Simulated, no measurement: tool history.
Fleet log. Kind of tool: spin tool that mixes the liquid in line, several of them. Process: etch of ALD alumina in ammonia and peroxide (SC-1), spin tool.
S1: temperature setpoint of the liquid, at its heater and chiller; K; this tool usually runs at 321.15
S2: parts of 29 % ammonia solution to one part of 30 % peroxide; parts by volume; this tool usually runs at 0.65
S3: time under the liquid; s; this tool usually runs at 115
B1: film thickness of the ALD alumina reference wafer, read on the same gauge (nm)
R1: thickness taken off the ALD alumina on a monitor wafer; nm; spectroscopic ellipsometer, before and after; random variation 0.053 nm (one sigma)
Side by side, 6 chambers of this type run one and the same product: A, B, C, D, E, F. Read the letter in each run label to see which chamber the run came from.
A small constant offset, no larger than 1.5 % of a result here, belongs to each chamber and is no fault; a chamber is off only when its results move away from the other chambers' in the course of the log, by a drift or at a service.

Run 1A, hour 7.3: usual settings; B1 139.96. Result: R1 8.9089 nm.
Run 2B, hour 14.7: usual settings; B1 140.01. Result: R1 8.8872 nm.
Run 3F, hour 22.3: usual settings; B1 140.00. Result: R1 8.9469 nm.
Run 4D, hour 31.9: usual settings; B1 140.00. Result: R1 8.8499 nm.
Run 5E, hour 40.0: usual settings but S1 318.15 K; B1 139.99. Result: R1 7.4351 nm.
At hour 46.2: chamber F: new drum of ammonia solution connected.
Run 6C, hour 47.6: usual settings but S1 318.15 K; B1 139.99. Result: R1 7.4356 nm.
Run 7D, hour 56.7: usual settings but S1 318.15 K; B1 140.01. Result: R1 7.5046 nm.
At hour 62.5: chamber D: ammonia flow meter replaced.
Run 8C, hour 63.3: usual settings but S1 318.15 K; B1 139.96. Result: R1 7.3793 nm.
Run 9B, hour 71.1: usual settings but S1 318.15 K; B1 140.06. Result: R1 7.6049 nm.
Run 10F, hour 76.9: usual settings but S1 318.15 K; B1 140.00. Result: R1 7.5766 nm.
Run 11E, hour 84.8: usual settings; B1 140.00. Result: R1 8.8470 nm.
Run 12A, hour 90.5: usual settings; B1 140.02. Result: R1 8.9032 nm.
At hour 94.3: chamber D: new drum of ammonia solution connected.
Run 13A, hour 99.1: usual settings; B1 140.02. Result: R1 8.7689 nm.
At hour 100.3: chamber B: heated supply line repaired.
Run 14F, hour 109.6: usual settings but S2 0.40 parts by volume; B1 139.97. Result: R1 8.5666 nm.
At hour 110.0: chamber C: new drum of ammonia solution connected.
Run 15E, hour 117.8: usual settings but S2 0.40 parts by volume; B1 139.98. Result: R1 8.3678 nm.
Run 16B, hour 127.4: usual settings but S2 0.40 parts by volume; B1 140.03. Result: R1 8.5533 nm.
Run 17D, hour 135.7: usual settings but S2 0.40 parts by volume; B1 140.01. Result: R1 8.2558 nm.
Run 18C, hour 142.4: usual settings but S2 0.40 parts by volume; B1 139.96. Result: R1 8.3310 nm.
At hour 148.8: chamber A: new drum of ammonia solution connected.
Run 19C, hour 150.3: usual settings but S2 0.40 parts by volume; B1 140.01. Result: R1 8.3323 nm.
Run 20A, hour 155.2: usual settings; B1 140.00. Result: R1 8.8058 nm.
At hour 159.4: chamber E: ammonia flow meter replaced.
Run 21E, hour 165.4: usual settings; B1 139.94. Result: R1 8.8319 nm.
Run 22B, hour 173.2: usual settings; B1 140.00. Result: R1 8.9206 nm.
At hour 180.7: chamber B: new drum of ammonia solution connected.
Run 23F, hour 180.8: usual settings; B1 139.97. Result: R1 8.9152 nm.
At hour 186.9: chamber C: heated supply line repaired.
Run 24D, hour 186.9: usual settings but S3 65 s; B1 139.99. Result: R1 4.8516 nm.
Run 25C, hour 196.6: usual settings but S3 65 s; B1 140.05. Result: R1 4.9502 nm.
At hour 201.7: chamber A: ammonia flow meter replaced.
Run 26B, hour 203.1: usual settings but S3 65 s; B1 140.00. Result: R1 5.0449 nm.
Run 27E, hour 213.3: usual settings but S3 65 s; B1 140.01. Result: R1 4.9686 nm.
Run 28A, hour 220.6: usual settings but S3 65 s; B1 139.99. Result: R1 4.9693 nm.
Run 29F, hour 227.1: usual settings but S3 65 s; B1 140.01. Result: R1 5.0788 nm.
Run 30D, hour 232.5: usual settings but S1 327.15 K; B1 140.02. Result: R1 11.8140 nm.
Run 31E, hour 238.7: usual settings but S1 327.15 K; B1 139.96. Result: R1 12.3590 nm.
Run 32C, hour 243.9: usual settings but S1 327.15 K; B1 139.99. Result: R1 12.2090 nm.
Run 33A, hour 250.0: usual settings but S1 327.15 K; B1 139.97. Result: R1 12.2220 nm.
Run 34B, hour 256.2: usual settings but S1 327.15 K; B1 140.02. Result: R1 12.4810 nm.
Run 35D, hour 261.0: usual settings but S1 327.15 K; B1 140.03. Result: R1 11.7150 nm.
Run 36F, hour 266.5: usual settings; B1 139.99. Result: R1 8.9652 nm.
Run 37E, hour 272.6: usual settings but S2 0.90 parts by volume; B1 140.06. Result: R1 9.0017 nm.
Run 38D, hour 279.8: usual settings but S2 0.90 parts by volume; B1 140.05. Result: R1 8.6185 nm.
At hour 281.4: chamber F: thermometer replaced.
Run 39C, hour 287.7: usual settings but S2 0.90 parts by volume; B1 139.99. Result: R1 9.0422 nm.
Run 40B, hour 293.7: usual settings but S2 0.90 parts by volume; B1 139.98. Result: R1 9.2122 nm.
Run 41F, hour 304.2: usual settings but S2 0.90 parts by volume; B1 140.02. Result: R1 9.3103 nm.

The same settings go to every chamber for the next run, one line per chamber below. Forecast the results for each:
Run 42A, hour 311.7: usual settings but S1 324.15 K. Result: R1 ?.
Run 42B, hour 311.7: usual settings but S1 324.15 K. Result: R1 ?.
Run 42C, hour 311.7: usual settings but S1 324.15 K. Result: R1 ?.
Run 42D, hour 311.7: usual settings but S1 324.15 K. Result: R1 ?.
Run 42E, hour 311.7: usual settings but S1 324.15 K. Result: R1 ?.
Run 42F, hour 311.7: usual settings but S1 324.15 K. Result: R1 ?.

run       R1
42A  10.4610
42B  10.5880
42C  10.4560
42D   9.8674
42E  10.3920
42F  10.6030
